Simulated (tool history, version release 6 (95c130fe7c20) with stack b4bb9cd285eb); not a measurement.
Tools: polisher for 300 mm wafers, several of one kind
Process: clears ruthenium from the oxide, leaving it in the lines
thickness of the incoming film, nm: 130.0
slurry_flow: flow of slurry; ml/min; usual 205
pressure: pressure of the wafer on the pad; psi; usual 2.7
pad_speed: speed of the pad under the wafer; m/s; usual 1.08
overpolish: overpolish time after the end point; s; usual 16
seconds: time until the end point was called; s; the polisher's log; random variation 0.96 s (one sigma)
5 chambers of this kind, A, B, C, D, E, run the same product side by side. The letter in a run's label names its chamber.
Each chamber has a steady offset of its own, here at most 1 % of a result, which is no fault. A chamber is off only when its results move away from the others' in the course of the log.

Run 1B, hour 8: usual settings. Result: seconds 86.744 s.
At hour 9.3: chamber B: worn pad replaced by a new one.
Run 2E, hour 14.1: usual settings. Result: seconds 87.322 s.
At hour 17.7: chamber A: worn pad replaced by a new one.
Run 3A, hour 24.2: usual settings. Result: seconds 87.283 s.
At hour 25.3: chamber C: head pressure recalibrated.
Run 4C, hour 34.6: usual settings. Result: seconds 89.714 s.
Run 5D, hour 47.5: usual settings. Result: seconds 88.749 s.
Run 6E, hour 55.4: usual settings. Result: seconds 88.08 s.
Run 7D, hour 68.8: usual settings. Result: seconds 87.263 s.
At hour 74.2: chamber C: worn pad replaced by a new one.
Run 8C, hour 77.3: usual settings. Result: seconds 89.407 s.
Run 9A, hour 86.2: usual settings. Result: seconds 88.273 s.
Run 10B, hour 94: usual settings. Result: seconds 87.584 s.
Run 11A, hour 100.4: usual settings but pad_speed 1.36 m/s, overpolish 22 s. Result: seconds 69.785 s.
At hour 104: chamber B: worn pad replaced by a new one.
At hour 109.7: chamber A: worn pad replaced by a new one.
Run 12B, hour 113.2: usual settings but pad_speed 1.36 m/s, overpolish 22 s. Result: seconds 69.414 s.
Run 13C, hour 123.7: usual settings but pad_speed 1.36 m/s, overpolish 22 s. Result: seconds 69.955 s.
Run 14D, hour 134: usual settings but pad_speed 1.36 m/s, overpolish 22 s. Result: seconds 69.477 s.
At hour 139.1: chamber E: worn pad replaced by a new one.
At hour 140.7: chamber D: worn pad replaced by a new one.
Run 15E, hour 145.9: usual settings but pad_speed 1.36 m/s, overpolish 22 s. Result: seconds 67.791 s.
Run 16B, hour 158.5: usual settings. Result: seconds 88.445 s.
Run 17D, hour 171.8: usual settings but pressure 2.1 psi, overpolish 21 s. Result: seconds 113.79 s.
Run 18A, hour 179.4: usual settings but pressure 2.1 psi, overpolish 21 s. Result: seconds 110.61 s.
Run 19C, hour 190.9: usual settings but pressure 2.1 psi, overpolish 21 s. Result: seconds 116.41 s.
At hour 200.4: chamber D: slurry nozzle cleaned.
Run 20E, hour 204.4: usual settings but pressure 2.1 psi, overpolish 21 s. Result: seconds 111.7 s.
At hour 209.3: chamber A: worn pad replaced by a new one.
Run 21C, hour 216.1: usual settings but pressure 2.1 psi, overpolish 21 s. Result: seconds 113.18 s.
At hour 218.7: chamber B: worn pad replaced by a new one.
At hour 224.4: chamber D: head pressure recalibrated.
Run 22E, hour 228.4: usual settings. Result: seconds 87.533 s.
At hour 230: chamber C: worn pad replaced by a new one.
At hour 238.1: chamber B: head pressure recalibrated.
Run 23B, hour 240.1: usual settings. Result: seconds 86.701 s.
Run 24A, hour 249.5: usual settings. Result: seconds 87.377 s.
Run 25D, hour 262.6: usual settings. Result: seconds 88.575 s.
At hour 265.8: chamber A: head pressure recalibrated.
Run 26A, hour 272.8: usual settings but slurry_flow 155 ml/min, pad_speed 1.44 m/s. Result: seconds 69.111 s.
At hour 277.7: chamber D: worn pad replaced by a new one.
Run 27D, hour 280.7: usual settings but slurry_flow 155 ml/min, pad_speed 1.44 m/s. Result: seconds 68.78 s.
Run 28C, hour 290.2: usual settings but slurry_flow 155 ml/min, pad_speed 1.44 m/s. Result: seconds 69.385 s.
At hour 291.2: chamber E: worn pad replaced by a new one.
Run 29E, hour 297.2: usual settings but slurry_flow 155 ml/min, pad_speed 1.44 m/s. Result: seconds 68.088 s.
At hour 297.3: chamber A: worn pad replaced by a new one.
Run 30B, hour 306.8: usual settings but slurry_flow 155 ml/min, pad_speed 1.44 m/s. Result: seconds 68.666 s.
Run 31C, hour 316.6: usual settings. Result: seconds 85.628 s.
Run 32E, hour 325.9: usual settings. Result: seconds 87.123 s.
At hour 328.4: chamber C: slurry nozzle cleaned.
Run 33D, hour 336.1: usual settings. Result: seconds 87.597 s.
At hour 337.4: chamber B: worn pad replaced by a new one.
Run 34A, hour 342.6: usual settings. Result: seconds 86.492 s.
Run 35B, hour 356.2: usual settings. Result: seconds 86.279 s.
Run 36D, hour 369.3: usual settings. Result: seconds 88.073 s.
Run 37E, hour 381.8: usual settings. Result: seconds 87.574 s.
At hour 382.3: chamber C: worn pad replaced by a new one.
At hour 383.1: chamber A: worn pad replaced by a new one.
Run 38A, hour 394.5: usual settings. Result: seconds 88.577 s.
Run 39C, hour 407.6: usual settings. Result: seconds 88.256 s.
Run 40B, hour 415.9: usual settings. Result: seconds 87.555 s.
At hour 422.9: chamber D: worn pad replaced by a new one.
Run 41D, hour 426.8: usual settings. Result: seconds 90.176 s.
Run 42A, hour 433.2: usual settings. Result: seconds 85.799 s.
Run 43B, hour 439.1: usual settings. Result: seconds 88.314 s.
Run 44C, hour 452: usual settings. Result: seconds 89.194 s.

Next, every chamber runs the same settings. What will each give?
Run 45A, hour 461.8: usual settings. Result: seconds ?.
Run 45B, hour 461.8: usual settings. Result: seconds ?.
Run 45C, hour 461.8: usual settings. Result: seconds ?.
Run 45D, hour 461.8: usual settings. Result: seconds ?.
Run 45E, hour 461.8: usual settings. Result: seconds ?.

run  seconds
45A   87.624
45B   88.155
45C   87.658
45D   91.015
45E   87.747
